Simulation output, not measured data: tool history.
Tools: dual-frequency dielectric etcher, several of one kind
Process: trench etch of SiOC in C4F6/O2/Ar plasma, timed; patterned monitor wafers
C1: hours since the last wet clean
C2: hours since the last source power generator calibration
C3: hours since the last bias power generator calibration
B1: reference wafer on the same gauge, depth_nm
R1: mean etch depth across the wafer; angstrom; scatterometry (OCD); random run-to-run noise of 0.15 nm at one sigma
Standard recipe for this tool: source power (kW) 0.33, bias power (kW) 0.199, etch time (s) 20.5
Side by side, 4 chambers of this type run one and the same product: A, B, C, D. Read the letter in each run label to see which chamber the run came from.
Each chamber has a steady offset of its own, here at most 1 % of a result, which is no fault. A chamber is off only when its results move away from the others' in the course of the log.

Run 1D, hour 13: usual settings; C1 127.8; C2 745.5; C3 940.4; B1 41.022. Result: R1 409.46 angstrom.
Run 2C, hour 27.5: usual settings; C1 138.2; C2 1422.5; C3 2357.5; B1 41.037. Result: R1 409.91 angstrom.
Run 3A, hour 38.9: usual settings; C1 174.1; C2 2265.4; C3 1102.1; B1 41.042. Result: R1 410.14 angstrom.
Run 4B, hour 52.6: usual settings; C1 471.8; C2 1106.1; C3 163.7; B1 41.008. Result: R1 411.08 angstrom.
Run 5C, hour 62.5: usual settings; C1 173.2; C2 1457.5; C3 2392.5; B1 40.951. Result: R1 410.45 angstrom.
Run 6A, hour 72.7: usual settings; C1 207.9; C2 2299.2; C3 1135.9; B1 41.051. Result: R1 410.7 angstrom.
Run 7B, hour 88.4: usual settings; C1 507.6; C2 1141.9; C3 199.5; B1 40.982. Result: R1 412.79 angstrom.
Run 8D, hour 102.1: usual settings; C1 216.9; C2 834.6; C3 1029.5; B1 41.007. Result: R1 410.98 angstrom.
Run 9A, hour 118.8: usual settings but source power (kW) 0.36; C1 254; C2 2345.3; C3 1182; B1 40.995. Result: R1 426.55 angstrom.
Run 10B, hour 130.3: usual settings but source power (kW) 0.36; C1 549.5; C2 1183.8; C3 241.4; B1 40.982. Result: R1 425.8 angstrom.
At hour 132: chamber B: wet clean of the chamber.
Run 11C, hour 139.4: usual settings but source power (kW) 0.36; C1 250.1; C2 1534.4; C3 2469.4; B1 41.004. Result: R1 423.07 angstrom.
Run 12D, hour 154.3: usual settings but source power (kW) 0.36; C1 269.1; C2 886.8; C3 1081.7; B1 40.981. Result: R1 422.14 angstrom.
Run 13C, hour 167.2: usual settings; C1 277.9; C2 1562.2; C3 2497.2; B1 41.009. Result: R1 409.24 angstrom.
Run 14D, hour 176.4: usual settings; C1 291.2; C2 908.9; C3 1103.8; B1 40.966. Result: R1 409.73 angstrom.
Run 15B, hour 188.7: usual settings; C1 56.8; C2 1242.2; C3 299.8; B1 41.003. Result: R1 409.89 angstrom.
Run 16A, hour 199.6: usual settings; C1 334.8; C2 2426.1; C3 1262.8; B1 40.991. Result: R1 412.57 angstrom.
At hour 202.8: chamber C: wet clean of the chamber.
Run 17B, hour 215.5: usual settings; C1 83.6; C2 1269; C3 326.6; B1 40.977. Result: R1 410.87 angstrom.
Run 18A, hour 228.9: usual settings; C1 364.1; C2 2455.4; C3 1292.1; B1 41.056. Result: R1 409.94 angstrom.
Run 19D, hour 243.7: usual settings; C1 358.5; C2 976.2; C3 1171.1; B1 40.996. Result: R1 407.25 angstrom.
Run 20C, hour 258.8: usual settings; C1 56.1; C2 1653.8; C3 2588.8; B1 41.008. Result: R1 433.78 angstrom.
Run 21B, hour 269.3: usual settings; C1 137.4; C2 1322.8; C3 380.4; B1 40.972. Result: R1 408.95 angstrom.
Run 22C, hour 278.7: usual settings; C1 76; C2 1673.7; C3 2608.7; B1 41.042. Result: R1 430.92 angstrom.
Run 23A, hour 287.6: usual settings; C1 422.8; C2 2514.1; C3 1350.8; B1 40.973. Result: R1 412.51 angstrom.
At hour 294.9: chamber D: wet clean of the chamber.
Run 24D, hour 297.5: usual settings but bias power (kW) 0.155, etch time (s) 25; C1 2.6; C2 1030; C3 1224.9; B1 41.004. Result: R1 458.63 angstrom.
Run 25A, hour 312.6: usual settings but bias power (kW) 0.155, etch time (s) 25; C1 447.8; C2 2539.1; C3 1375.8; B1 41.028. Result: R1 465.89 angstrom.

The same settings go to every chamber for the next run, one line per chamber below. Forecast the results for each:
Run 26A, hour 324.6: usual settings but etch time (s) 17. Result: R1 ?.
Run 26B, hour 324.6: usual settings but etch time (s) 17. Result: R1 ?.
Run 26C, hour 324.6: usual settings but etch time (s) 17. Result: R1 ?.
Run 26D, hour 324.6: usual settings but etch time (s) 17. Result: R1 ?.

run      R1
26A  340.84
26B  340.67
26C  355.81
26D  341.12

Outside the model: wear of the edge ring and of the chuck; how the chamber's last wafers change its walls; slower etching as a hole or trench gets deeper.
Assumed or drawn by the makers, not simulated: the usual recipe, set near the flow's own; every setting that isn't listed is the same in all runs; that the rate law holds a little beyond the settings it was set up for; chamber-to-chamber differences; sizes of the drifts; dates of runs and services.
